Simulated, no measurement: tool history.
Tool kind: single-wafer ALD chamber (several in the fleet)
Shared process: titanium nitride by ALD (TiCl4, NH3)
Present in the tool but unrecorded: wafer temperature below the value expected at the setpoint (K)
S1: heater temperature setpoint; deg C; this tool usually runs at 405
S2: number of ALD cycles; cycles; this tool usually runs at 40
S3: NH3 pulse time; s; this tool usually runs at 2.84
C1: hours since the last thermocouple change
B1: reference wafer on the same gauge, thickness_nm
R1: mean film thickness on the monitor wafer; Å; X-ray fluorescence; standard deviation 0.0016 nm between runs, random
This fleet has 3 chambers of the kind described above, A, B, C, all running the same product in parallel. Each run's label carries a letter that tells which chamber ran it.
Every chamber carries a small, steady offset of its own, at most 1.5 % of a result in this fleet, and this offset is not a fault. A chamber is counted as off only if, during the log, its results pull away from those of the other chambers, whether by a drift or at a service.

| run | hour | S1 | S2 | S3 | C1 | B1 | R1 |
|---|---|---|---|---|---|---|---|
| 1A | 7.7 | 405 | 40 | 2.84 | 2239.4 | 0.79172 | 8.9642 |
| 2C | 14.9 | 405 | 40 | 2.84 | 719.6 | 0.79232 | 9.0581 |
| 3B | 23.2 | 405 | 40 | 2.84 | 1920.8 | 0.79250 | 8.9198 |
| 4C | 32.7 | 405 | 40 | 2.84 | 737.4 | 0.79230 | 9.0251 |
| 5B | 39.0 | 405 | 40 | 2.84 | 1936.6 | 0.79270 | 8.9134 |
| 6A | 46.1 | 405 | 40 | 2.84 | 2277.8 | 0.79243 | 8.9526 |
| 7B | 58.8 | 405 | 40 | 2.84 | 1956.4 | 0.79274 | 8.9357 |
| 8C | 72.9 | 397 | 40 | 2.84 | 777.6 | 0.79283 | 8.9965 |
| 9A | 86.5 | 397 | 40 | 2.84 | 2318.2 | 0.79299 | 8.9297 |
| 10B | 93.3 | 397 | 40 | 2.84 | 1990.9 | 0.79284 | 8.8456 |
| 11A | 107.7 | 417 | 40 | 2.84 | 2339.4 | 0.79290 | 8.9568 |
| 12C | 114.6 | 417 | 40 | 2.84 | 819.3 | 0.79352 | 9.0948 |
| 13C | 122.3 | 417 | 40 | 2.84 | 827.0 | 0.79371 | 9.0638 |
| 14B | 136.8 | 405 | 40 | 2.84 | 2034.4 | 0.79360 | 8.9162 |
| 15A | 148.1 | 405 | 40 | 2.84 | 2379.8 | 0.79397 | 8.9597 |
| 16A | 160.2 | 405 | 40 | 2.84 | 2391.9 | 0.79416 | 8.9559 |
| 17B | 170.9 | 405 | 40 | 2.84 | 2068.5 | 0.79413 | 8.9412 |
| 18C | 182.8 | 405 | 40 | 2.84 | 887.5 | 0.79373 | 9.0284 |
| 19A | 192.0 | 405 | 40 | 2.84 | 2423.7 | 0.79470 | 8.9749 |
|  | 196.5 | chamber B: thermocouple changed; heater temperature recalibrated |
| 20B | 204.5 | 405 | 40 | 2.84 | 8.0 | 0.79477 | 8.9540 |
| 21C | 213.9 | 405 | 40 | 2.84 | 918.6 | 0.79458 | 9.0546 |
| 22A | 228.0 | 405 | 40 | 2.84 | 2459.7 | 0.79496 | 8.9384 |
| 23B | 237.9 | 405 | 40 | 2.84 | 41.4 | 0.79465 | 8.9960 |
| 24C | 251.2 | 405 | 40 | 2.84 | 955.9 | 0.79505 | 9.0714 |
| 25C | 263.5 | 405 | 40 | 2.84 | 968.2 | 0.79515 | 9.0649 |
| 26B | 273.6 | 405 | 40 | 2.84 | 77.1 | 0.79535 | 8.9658 |
| 27A | 280.8 | 405 | 40 | 3.48 | 2512.5 | 0.79540 | 9.0025 |
| 28B | 292.6 | 405 | 40 | 3.48 | 96.1 | 0.79539 | 9.0108 |
| 29C | 306.4 | 405 | 40 | 3.48 | 1011.1 | 0.79545 | 9.1269 |
| 30A | 321.0 | 405 | 40 | 2.84 | 2552.7 | 0.79617 | 8.9796 |
| 31A | 333.7 | 405 | 40 | 2.84 | 2565.4 | 0.79610 | 8.9869 |
| 32B | 347.2 | 405 | 40 | 2.84 | 150.7 | 0.79610 | 8.9742 |
| 33C | 353.6 | 405 | 42 | 2.26 | 1058.3 | 0.79622 | 9.4574 |
| 34C | 367.4 | 405 | 42 | 2.26 | 1072.1 | 0.79659 | 9.4397 |
| 35A | 374.4 | 405 | 42 | 2.26 | 2606.1 | 0.79657 | 9.3616 |
| 36B | 382.5 | 405 | 40 | 2.84 | 186.0 | 0.79661 | 8.9569 |
| 37B | 395.4 | 405 | 40 | 2.84 | 198.9 | 0.79633 | 8.9872 |
| 38A | 407.7 | 405 | 40 | 2.84 | 2639.4 | 0.79671 | 9.0024 |
| 39C | 417.0 | 405 | 40 | 2.84 | 1121.7 | 0.79701 | 9.0785 |
| 40C | 427.0 | 396 | 48 | 2.84 | 1131.7 | 0.79712 | 10.8420 |
| 41A | 438.7 | 396 | 48 | 2.84 | 2670.4 | 0.79728 | 10.7810 |
| 42B | 452.4 | 396 | 48 | 2.84 | 255.9 | 0.79745 | 10.7870 |

Has any chamber moved away from the others, gradually or after a service, or does the common gauge drift, or do the chambers differ only by their own small steady offsets? State the chamber and the most likely cause if one applies.

It is the gauge, not a chamber: its drift shows up in every chamber's results at once, and no chamber is off.
What lies behind it: gauge reads high (%) = 0.712.

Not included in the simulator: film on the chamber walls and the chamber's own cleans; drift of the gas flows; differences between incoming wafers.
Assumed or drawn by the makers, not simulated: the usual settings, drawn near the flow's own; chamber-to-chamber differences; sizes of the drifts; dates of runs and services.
